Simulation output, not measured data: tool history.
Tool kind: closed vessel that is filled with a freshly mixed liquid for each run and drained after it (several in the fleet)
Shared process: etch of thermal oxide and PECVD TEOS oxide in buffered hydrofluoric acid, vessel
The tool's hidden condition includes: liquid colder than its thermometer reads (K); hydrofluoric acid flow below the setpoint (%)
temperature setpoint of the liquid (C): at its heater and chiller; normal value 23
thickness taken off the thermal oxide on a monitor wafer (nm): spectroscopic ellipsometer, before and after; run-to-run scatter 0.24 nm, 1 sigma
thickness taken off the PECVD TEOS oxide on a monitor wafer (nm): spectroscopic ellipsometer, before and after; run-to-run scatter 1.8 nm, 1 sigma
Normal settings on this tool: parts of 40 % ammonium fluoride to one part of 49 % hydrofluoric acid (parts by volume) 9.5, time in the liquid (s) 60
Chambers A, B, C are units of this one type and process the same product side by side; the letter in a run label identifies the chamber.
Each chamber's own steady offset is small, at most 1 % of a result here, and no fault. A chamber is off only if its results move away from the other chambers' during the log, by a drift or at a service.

| run | hour | temperature setpoint of the liquid (C) | parts of 40 % ammonium fluoride to one part of 49 % hydrofluoric acid (parts by volume) | time in the liquid (s) | hours since the thermometer was replaced | hours since the hydrofluoric acid flow meter was replaced | read-back film thickness of the thermal oxide reference wafer, read on the same gauge (nm) | read-back film thickness of the PECVD TEOS oxide reference wafer, read on the same gauge (nm) | thickness taken off the thermal oxide on a monitor wafer (nm) | thickness taken off the PECVD TEOS oxide on a monitor wafer (nm) |
|---|---|---|---|---|---|---|---|---|---|---|
| 1B | 5.8 | 23 | 9.5 | 60 | 325.5 | 510.6 | 40.023 | 100 | 66.102 | 223.81 |
| 2C | 10.9 | 23 | 9.5 | 60 | 275.7 | 1428.9 | 39.998 | 99.988 | 65.59 | 225.91 |
| 3A | 14.7 | 23 | 9.5 | 60 | 120.8 | 1578.7 | 39.979 | 100.02 | 65.348 | 223.8 |
| 4A | 22.9 | 23 | 9.5 | 60 | 129 | 1586.9 | 39.994 | 99.979 | 65.425 | 218.89 |
| 5C | 31.7 | 23 | 9.5 | 60 | 296.5 | 1449.7 | 40.01 | 100.02 | 65.829 | 227.01 |
| 6B | 37.7 | 19.5 | 11.5 | 60 | 357.4 | 542.5 | 39.976 | 100.02 | 45.814 | 154.94 |
| 7A | 42.8 | 19.5 | 11.5 | 60 | 148.9 | 1606.8 | 40.006 | 100.04 | 45.508 | 155 |
| 8B | 49.5 | 19.5 | 11.5 | 60 | 369.2 | 554.3 | 40.029 | 100 | 46.125 | 154.89 |
|  | 51.4 | chamber C: hydrofluoric acid flow meter replaced |
| 9C | 57.1 | 23 | 9.5 | 60 | 321.9 | 5.7 | 40.037 | 99.996 | 65.96 | 225.6 |
| 10B | 61.1 | 23 | 9.5 | 60 | 380.8 | 565.9 | 39.996 | 100.04 | 65.968 | 224.72 |
| 11C | 68.4 | 23 | 9.5 | 30 | 333.2 | 17 | 39.997 | 99.997 | 32.855 | 111.67 |
| 12A | 76.7 | 23 | 9.5 | 30 | 182.8 | 1640.7 | 40.03 | 100.02 | 32.667 | 111.36 |
| 13A | 83.5 | 23 | 9.5 | 30 | 189.6 | 1647.5 | 40.002 | 100.01 | 32.671 | 112.62 |
| 14C | 89.8 | 23 | 9.5 | 60 | 354.6 | 38.4 | 39.989 | 100.02 | 66.229 | 224.67 |
| 15B | 95.6 | 23 | 9.5 | 60 | 415.3 | 600.4 | 39.984 | 99.99 | 65.618 | 222.7 |
| 16C | 101.3 | 23 | 12 | 60 | 366.1 | 49.9 | 40.02 | 100 | 53.278 | 181.91 |
| 17A | 109.4 | 23 | 12 | 60 | 215.5 | 1673.4 | 40.014 | 100.01 | 53.163 | 180.61 |
| 18B | 117.5 | 23 | 12 | 60 | 437.2 | 622.3 | 39.994 | 100 | 52.887 | 182.05 |
| 19A | 122.9 | 23 | 9.5 | 60 | 229 | 1686.9 | 40.039 | 99.989 | 65.313 | 222.43 |
| 20C | 126.9 | 23 | 9.5 | 60 | 391.7 | 75.5 | 40.005 | 100 | 65.4 | 226.59 |
| 21B | 131.9 | 23 | 9.5 | 60 | 451.6 | 636.7 | 39.986 | 99.99 | 66.171 | 223.58 |
| 22C | 137.1 | 23 | 9.5 | 60 | 401.9 | 85.7 | 39.98 | 100.01 | 66.046 | 224.47 |
| 23A | 141.5 | 23 | 9.5 | 60 | 247.6 | 1705.5 | 39.985 | 99.98 | 65.338 | 223.83 |
| 24B | 149.9 | 23 | 9.5 | 60 | 469.6 | 654.7 | 39.992 | 99.988 | 65.258 | 224.22 |
| 25B | 156 | 23 | 9.5 | 60 | 475.7 | 660.8 | 39.963 | 99.967 | 65.727 | 225.12 |
| 26C | 160.5 | 23 | 9.5 | 60 | 425.3 | 109.1 | 40.046 | 99.979 | 65.582 | 225.97 |
| 27A | 165.8 | 23 | 9.5 | 60 | 271.9 | 1729.8 | 39.999 | 99.957 | 65.204 | 219.43 |
| 28A | 171.5 | 23 | 9.5 | 60 | 277.6 | 1735.5 | 39.96 | 99.998 | 65.027 | 228.04 |
| 29B | 179.1 | 23 | 9.5 | 60 | 498.8 | 683.9 | 40.018 | 99.998 | 65.852 | 220.47 |
| 30C | 186.8 | 23 | 9.5 | 60 | 451.6 | 135.4 | 39.984 | 100.01 | 66.124 | 223.69 |
| 31A | 192.8 | 23 | 9.5 | 60 | 298.9 | 1756.8 | 39.982 | 100.02 | 65.028 | 223.37 |
| 32C | 199.1 | 23 | 9.5 | 60 | 463.9 | 147.7 | 39.965 | 99.998 | 65.647 | 226.12 |
| 33B | 204.9 | 23 | 9.5 | 60 | 524.6 | 709.7 | 39.979 | 99.994 | 65.727 | 221.15 |
| 34A | 212.8 | 23 | 9.5 | 60 | 318.9 | 1776.8 | 39.997 | 100.04 | 65.732 | 222.88 |

Predict what each chamber gives when all 3 of them run the settings below next.
| 35A | 219.1 | 23 | 9.5 | 60 |  |  |  |  | ? | ? |
| 35B | 219.1 | 23 | 9.5 | 60 |  |  |  |  | ? | ? |
| 35C | 219.1 | 23 | 9.5 | 60 |  |  |  |  | ? | ? |

| run | thickness taken off the thermal oxide on a monitor wafer (nm) | thickness taken off the PECVD TEOS oxide on a monitor wafer (nm) |
|---|---|---|
| 35A | 65.482 | 227.49 |
| 35B | 65.625 | 223.79 |
| 35C | 65.832 | 226.01 |

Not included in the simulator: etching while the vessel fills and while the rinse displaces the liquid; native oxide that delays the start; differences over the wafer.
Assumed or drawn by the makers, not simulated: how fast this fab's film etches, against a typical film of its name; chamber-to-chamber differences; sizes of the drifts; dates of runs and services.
